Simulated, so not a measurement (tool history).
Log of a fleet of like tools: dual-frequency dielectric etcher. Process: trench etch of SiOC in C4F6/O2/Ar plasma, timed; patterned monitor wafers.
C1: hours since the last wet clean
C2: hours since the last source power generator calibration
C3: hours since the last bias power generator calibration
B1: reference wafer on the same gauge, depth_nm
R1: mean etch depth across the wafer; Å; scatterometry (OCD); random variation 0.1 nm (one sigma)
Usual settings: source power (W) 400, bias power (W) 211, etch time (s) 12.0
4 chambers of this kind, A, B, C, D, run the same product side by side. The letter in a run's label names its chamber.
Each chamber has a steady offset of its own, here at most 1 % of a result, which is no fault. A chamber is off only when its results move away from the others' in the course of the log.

run 1C day=0.254 | source_power_(W)=400 bias_power_(W)=211 etch_time_(s)=12.0 | C1=73.9 C2=924.1 C3=739.9 | B1=22.977 | R1=262.56
-- day=0.283 chamber A: wet clean of the chamber
run 2B day=0.762 | source_power_(W)=400 bias_power_(W)=211 etch_time_(s)=12.0 | C1=313.5 C2=920.4 C3=304.4 | B1=23.003 | R1=260.21
run 3D day=1.025 | source_power_(W)=400 bias_power_(W)=211 etch_time_(s)=12.0 | C1=555.0 C2=4209.8 C3=1374.8 | B1=23.008 | R1=259.06
run 4A day=1.388 | source_power_(W)=400 bias_power_(W)=211 etch_time_(s)=12.0 | C1=26.6 C2=1395.5 C3=1908.7 | B1=23.007 | R1=266.50
run 5D day=1.721 | source_power_(W)=400 bias_power_(W)=211 etch_time_(s)=12.0 | C1=571.7 C2=4226.5 C3=1391.5 | B1=23.018 | R1=259.96
run 6C day=2.046 | source_power_(W)=450 bias_power_(W)=243 etch_time_(s)=12.0 | C1=116.9 C2=967.1 C3=782.9 | B1=22.996 | R1=291.71
-- day=2.262 chamber D: wet clean of the chamber
run 7A day=2.496 | source_power_(W)=450 bias_power_(W)=243 etch_time_(s)=12.0 | C1=53.2 C2=1422.1 C3=1935.3 | B1=22.967 | R1=287.46
run 8B day=2.850 | source_power_(W)=450 bias_power_(W)=243 etch_time_(s)=12.0 | C1=363.6 C2=970.5 C3=354.5 | B1=22.989 | R1=286.64
run 9A day=3.200 | source_power_(W)=450 bias_power_(W)=243 etch_time_(s)=12.0 | C1=70.1 C2=1439.0 C3=1952.2 | B1=23.007 | R1=288.06
run 10D day=3.558 | source_power_(W)=400 bias_power_(W)=211 etch_time_(s)=12.0 | C1=31.1 C2=4270.6 C3=1435.6 | B1=23.003 | R1=261.21
run 11B day=4.088 | source_power_(W)=400 bias_power_(W)=211 etch_time_(s)=12.0 | C1=393.3 C2=1000.2 C3=384.2 | B1=22.999 | R1=258.71
run 12C day=4.408 | source_power_(W)=400 bias_power_(W)=211 etch_time_(s)=12.0 | C1=173.6 C2=1023.8 C3=839.6 | B1=23.024 | R1=264.43
run 13C day=4.650 | source_power_(W)=400 bias_power_(W)=211 etch_time_(s)=12.0 | C1=179.4 C2=1029.6 C3=845.4 | B1=22.988 | R1=263.76
run 14A day=5.121 | source_power_(W)=400 bias_power_(W)=211 etch_time_(s)=12.0 | C1=116.2 C2=1485.1 C3=1998.3 | B1=23.010 | R1=265.31
-- day=5.462 chamber B: wet clean of the chamber
run 15B day=5.471 | source_power_(W)=400 bias_power_(W)=211 etch_time_(s)=10.5 | C1=0.3 C2=1033.4 C3=417.4 | B1=22.966 | R1=227.84
run 16D day=5.950 | source_power_(W)=400 bias_power_(W)=211 etch_time_(s)=10.5 | C1=88.5 C2=4328.0 C3=1493.0 | B1=23.007 | R1=227.81
run 17D day=6.429 | source_power_(W)=400 bias_power_(W)=211 etch_time_(s)=10.5 | C1=100.0 C2=4339.5 C3=1504.5 | B1=22.991 | R1=227.27
run 18A day=6.879 | source_power_(W)=400 bias_power_(W)=211 etch_time_(s)=10.5 | C1=158.4 C2=1527.3 C3=2040.5 | B1=23.005 | R1=231.21
run 19C day=7.279 | source_power_(W)=400 bias_power_(W)=211 etch_time_(s)=12.0 | C1=242.5 C2=1092.7 C3=908.5 | B1=23.007 | R1=264.22
run 20B day=7.812 | source_power_(W)=400 bias_power_(W)=211 etch_time_(s)=12.0 | C1=56.5 C2=1089.6 C3=473.6 | B1=22.997 | R1=260.87
run 21D day=8.067 | source_power_(W)=430 bias_power_(W)=211 etch_time_(s)=12.0 | C1=139.3 C2=4378.8 C3=1543.8 | B1=23.001 | R1=265.80
run 22C day=8.312 | source_power_(W)=430 bias_power_(W)=211 etch_time_(s)=12.0 | C1=267.3 C2=1117.5 C3=933.3 | B1=23.004 | R1=271.67
run 23B day=8.583 | source_power_(W)=430 bias_power_(W)=211 etch_time_(s)=12.0 | C1=75.0 C2=1108.1 C3=492.1 | B1=23.001 | R1=268.59
run 24A day=8.904 | source_power_(W)=430 bias_power_(W)=211 etch_time_(s)=12.0 | C1=207.0 C2=1575.9 C3=2089.1 | B1=22.992 | R1=270.38
run 25D day=9.421 | source_power_(W)=400 bias_power_(W)=211 etch_time_(s)=12.0 | C1=171.8 C2=4411.3 C3=1576.3 | B1=22.991 | R1=260.30
run 26A day=9.812 | source_power_(W)=400 bias_power_(W)=211 etch_time_(s)=12.0 | C1=228.8 C2=1597.7 C3=2110.9 | B1=23.001 | R1=264.83
run 27C day=10.154 | source_power_(W)=400 bias_power_(W)=211 etch_time_(s)=12.0 | C1=311.5 C2=1161.7 C3=977.5 | B1=22.985 | R1=265.18
run 28B day=10.650 | source_power_(W)=400 bias_power_(W)=211 etch_time_(s)=12.0 | C1=124.6 C2=1157.7 C3=541.7 | B1=22.980 | R1=260.74
run 29B day=11.067 | source_power_(W)=400 bias_power_(W)=211 etch_time_(s)=12.0 | C1=134.6 C2=1167.7 C3=551.7 | B1=23.002 | R1=259.71
run 30D day=11.308 | source_power_(W)=400 bias_power_(W)=211 etch_time_(s)=12.0 | C1=217.1 C2=4456.6 C3=1621.6 | B1=22.994 | R1=259.66
run 31A day=11.625 | source_power_(W)=400 bias_power_(W)=211 etch_time_(s)=12.0 | C1=272.3 C2=1641.2 C3=2154.4 | B1=22.997 | R1=265.16
run 32C day=12.038 | source_power_(W)=400 bias_power_(W)=181 etch_time_(s)=12.0 | C1=356.7 C2=1206.9 C3=1022.7 | B1=22.998 | R1=250.22
run 33A day=12.579 | source_power_(W)=400 bias_power_(W)=181 etch_time_(s)=12.0 | C1=295.2 C2=1664.1 C3=2177.3 | B1=22.994 | R1=252.67
run 34D day=12.862 | source_power_(W)=400 bias_power_(W)=181 etch_time_(s)=12.0 | C1=254.4 C2=4493.9 C3=1658.9 | B1=23.026 | R1=246.65
run 35C day=13.375 | source_power_(W)=400 bias_power_(W)=181 etch_time_(s)=12.0 | C1=388.8 C2=1239.0 C3=1054.8 | B1=23.008 | R1=251.25
run 36B day=13.612 | source_power_(W)=400 bias_power_(W)=211 etch_time_(s)=12.0 | C1=195.7 C2=1228.8 C3=612.8 | B1=23.004 | R1=261.59
run 37C day=13.983 | source_power_(W)=400 bias_power_(W)=211 etch_time_(s)=12.0 | C1=403.4 C2=1253.6 C3=1069.4 | B1=23.001 | R1=265.84
run 38B day=14.400 | source_power_(W)=400 bias_power_(W)=211 etch_time_(s)=12.0 | C1=214.6 C2=1247.7 C3=631.7 | B1=23.025 | R1=259.65

What goes on in this fleet: one chamber off, a drifting gauge, or nothing beyond the chambers' own small offsets? Name the chamber and the cause, if any.

No chamber stands off beyond its own small offset, and the gauge holds steady.
